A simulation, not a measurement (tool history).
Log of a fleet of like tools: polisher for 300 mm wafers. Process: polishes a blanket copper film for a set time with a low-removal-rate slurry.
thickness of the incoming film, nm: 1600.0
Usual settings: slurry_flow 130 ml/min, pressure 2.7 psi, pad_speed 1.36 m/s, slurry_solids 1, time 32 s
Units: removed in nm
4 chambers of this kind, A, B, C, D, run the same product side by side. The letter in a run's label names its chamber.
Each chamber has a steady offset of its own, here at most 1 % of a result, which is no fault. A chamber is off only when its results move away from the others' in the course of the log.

| run | hour | slurry_flow | pressure | pad_speed | slurry_solids | time | wafers polished on this pad | hours since the slurry nozzle was cleaned | hours since the head pressure was calibrated | hours since the slurry blender was calibrated | removed |
|---|---|---|---|---|---|---|---|---|---|---|---|
| 1B | 3.5 | 130 | 2.7 | 1.36 | 1 | 32 | 115 | 321.2 | 441.3 | 107.3 | 114.47 |
| 2D | 6.9 | 130 | 2.7 | 1.36 | 1 | 32 | 674 | 185.1 | 190.7 | 127.7 | 112.15 |
| 3C | 9.4 | 130 | 2.7 | 1.36 | 1 | 32 | 540 | 436.2 | 616.5 | 133.4 | 111.91 |
| 4A | 12 | 130 | 2.7 | 1.36 | 1 | 32 | 1123 | 45.9 | 376.4 | 40.4 | 111.43 |
| 5B | 16 | 130 | 2.7 | 1.36 | 1 | 32 | 220 | 333.7 | 453.8 | 119.8 | 112.49 |
| 6D | 19.2 | 130 | 2.7 | 1.36 | 1 | 32 | 778 | 197.4 | 203 | 140 | 112.11 |
| 7A | 22.1 | 130 | 2.7 | 1.36 | 1.2 | 32 | 1208 | 56 | 386.5 | 50.5 | 117.62 |
| 8C | 26.2 | 130 | 2.7 | 1.36 | 1.2 | 32 | 682 | 453 | 633.3 | 150.2 | 120.69 |
| 9D | 29.9 | 130 | 2.7 | 1.36 | 1.2 | 32 | 868 | 208.1 | 213.7 | 150.7 | 117.82 |
| 10C | 34.5 | 130 | 2.7 | 1.36 | 1.2 | 32 | 752 | 461.3 | 641.6 | 158.5 | 117.58 |
| 11A | 38.9 | 130 | 2.7 | 1.36 | 1 | 32 | 1350 | 72.8 | 403.3 | 67.3 | 110.43 |
|  | 39.7 | chamber A: head pressure recalibrated |
|  | 41.2 | chamber A: worn pad replaced by a new one |
| 12B | 42.6 | 130 | 2.7 | 1.36 | 1 | 32 | 446 | 360.3 | 480.4 | 146.4 | 114.77 |
| 13C | 47.9 | 130 | 2.7 | 1.36 | 1 | 32 | 865 | 474.7 | 655 | 171.9 | 111.93 |
| 14D | 50.3 | 130 | 2.7 | 1.36 | 1 | 32 | 1041 | 228.5 | 234.1 | 171.1 | 116.13 |
| 15A | 53.2 | 160 | 2.7 | 1.36 | 1 | 32 | 101 | 87.1 | 13.5 | 81.6 | 118.2 |
| 16B | 57.8 | 160 | 2.7 | 1.36 | 1 | 32 | 574 | 375.5 | 495.6 | 161.6 | 116.49 |
|  | 59.4 | chamber C: head pressure recalibrated |
|  | 60.8 | chamber B: worn pad replaced by a new one |
| 17B | 60.8 | 160 | 2.7 | 1.36 | 1 | 32 | 0 | 378.5 | 498.6 | 164.6 | 117.62 |
| 18C | 63.2 | 160 | 2.7 | 1.36 | 1 | 32 | 995 | 490 | 3.8 | 187.2 | 116.97 |
| 19A | 66 | 130 | 2.7 | 1.36 | 1 | 32 | 209 | 99.9 | 26.3 | 94.4 | 113.45 |
| 20D | 70.9 | 150 | 2.7 | 1.36 | 1.15 | 32 | 1215 | 249.1 | 254.7 | 191.7 | 116.63 |
| 21A | 73.4 | 150 | 2.7 | 1.36 | 1.15 | 32 | 272 | 107.3 | 33.7 | 101.8 | 118.35 |
|  | 75 | chamber B: head pressure recalibrated |
| 22B | 77.1 | 150 | 2.7 | 1.36 | 1.15 | 32 | 138 | 394.8 | 2.2 | 180.9 | 118.31 |
| 23C | 81.2 | 150 | 2.7 | 1.36 | 1.15 | 32 | 1147 | 508 | 21.8 | 205.2 | 119.96 |
| 24D | 83.8 | 130 | 2.7 | 1.36 | 1 | 32 | 1324 | 262 | 267.6 | 204.6 | 107.56 |
| 25D | 87.2 | 130 | 2.7 | 1.36 | 1 | 32 | 1353 | 265.4 | 271 | 208 | 109.25 |
| 26A | 90.3 | 130 | 2 | 1.36 | 1 | 32 | 415 | 124.2 | 50.6 | 118.7 | 83.828 |
|  | 92.1 | chamber C: worn pad replaced by a new one |
| 27B | 95.7 | 130 | 2 | 1.36 | 1 | 32 | 295 | 413.4 | 20.8 | 199.5 | 82.839 |
| 28C | 98.9 | 130 | 2 | 1.36 | 1 | 32 | 57 | 525.7 | 39.5 | 222.9 | 82.62 |
| 29D | 101.4 | 130 | 2 | 1.36 | 1 | 32 | 1473 | 279.6 | 285.2 | 222.2 | 77.379 |
|  | 101.5 | chamber C: slurry nozzle cleaned |
| 30B | 105.9 | 130 | 2.7 | 0.94 | 1.15 | 32 | 381 | 423.6 | 31 | 209.7 | 78.503 |
| 31C | 110.6 | 130 | 2.7 | 0.94 | 1.15 | 32 | 156 | 9.2 | 51.2 | 234.6 | 79.776 |
| 32A | 115.1 | 130 | 2.7 | 0.94 | 1.15 | 32 | 625 | 149 | 75.4 | 143.5 | 79.57 |
|  | 118.7 | chamber B: worn pad replaced by a new one |
| 33C | 119.2 | 130 | 2.7 | 0.94 | 1.15 | 32 | 229 | 17.8 | 59.8 | 243.2 | 80.877 |
| 34A | 123.5 | 130 | 2.7 | 1.36 | 1 | 32 | 696 | 157.4 | 83.8 | 151.9 | 112.12 |
| 35B | 127.2 | 130 | 2.7 | 1.36 | 1 | 32 | 72 | 444.9 | 52.3 | 231 | 107.74 |
| 36D | 130.2 | 130 | 2.3 | 1.36 | 1 | 32 | 1717 | 308.4 | 314 | 251 | 84.81 |
| 37B | 135.1 | 130 | 2.3 | 1.36 | 1 | 32 | 138 | 452.8 | 60.2 | 238.9 | 92.773 |
| 38C | 137.9 | 130 | 2.3 | 1.36 | 1 | 32 | 387 | 36.5 | 78.5 | 261.9 | 98.114 |

What goes on in this fleet: one chamber off, a drifting gauge, or nothing beyond the chambers' own small offsets? Name the chamber and the cause, if any.

Chamber D drifts away from the others.
Cause: removal rate lost through wear of the pad, % = 12.
The log may not tell that from: slurry flow missing at the pad, %; head's pressure below its setpoint, %.

Here are 4 candidates for chamber D's next run, each the usual settings with a change, their results left as question marks. Which one brings its results back in line with what the others give on the usual settings?
In line means no further than this from the other chambers' mean on the usual settings: removed 4.8 nm
| 39D-1 | 141.8 | 130 | 2.7 | 1.36 | 1 | 28 |  |  |  |  | ? |
| 39D-2 | 141.8 | 130 | 2.7 | 1.38 | 1 | 33 |  |  |  |  | ? |
| 39D-3 | 141.8 | 130 | 2.7 | 1.36 | 1 | 31 |  |  |  |  | ? |
| 39D-4 | 141.8 | 130 | 2.8 | 1.42 | 1 | 33 |  |  |  |  | ? |

The other chambers' mean on the usual settings: removed 111.97 nm
| run | removed |
|---|---|
| 39D-1 | 86.628 |
| 39D-2 | 103.61 |
| 39D-3 | 95.909 |
| 39D-4 | 110.62 |
39D-4 brings the chamber back in line.

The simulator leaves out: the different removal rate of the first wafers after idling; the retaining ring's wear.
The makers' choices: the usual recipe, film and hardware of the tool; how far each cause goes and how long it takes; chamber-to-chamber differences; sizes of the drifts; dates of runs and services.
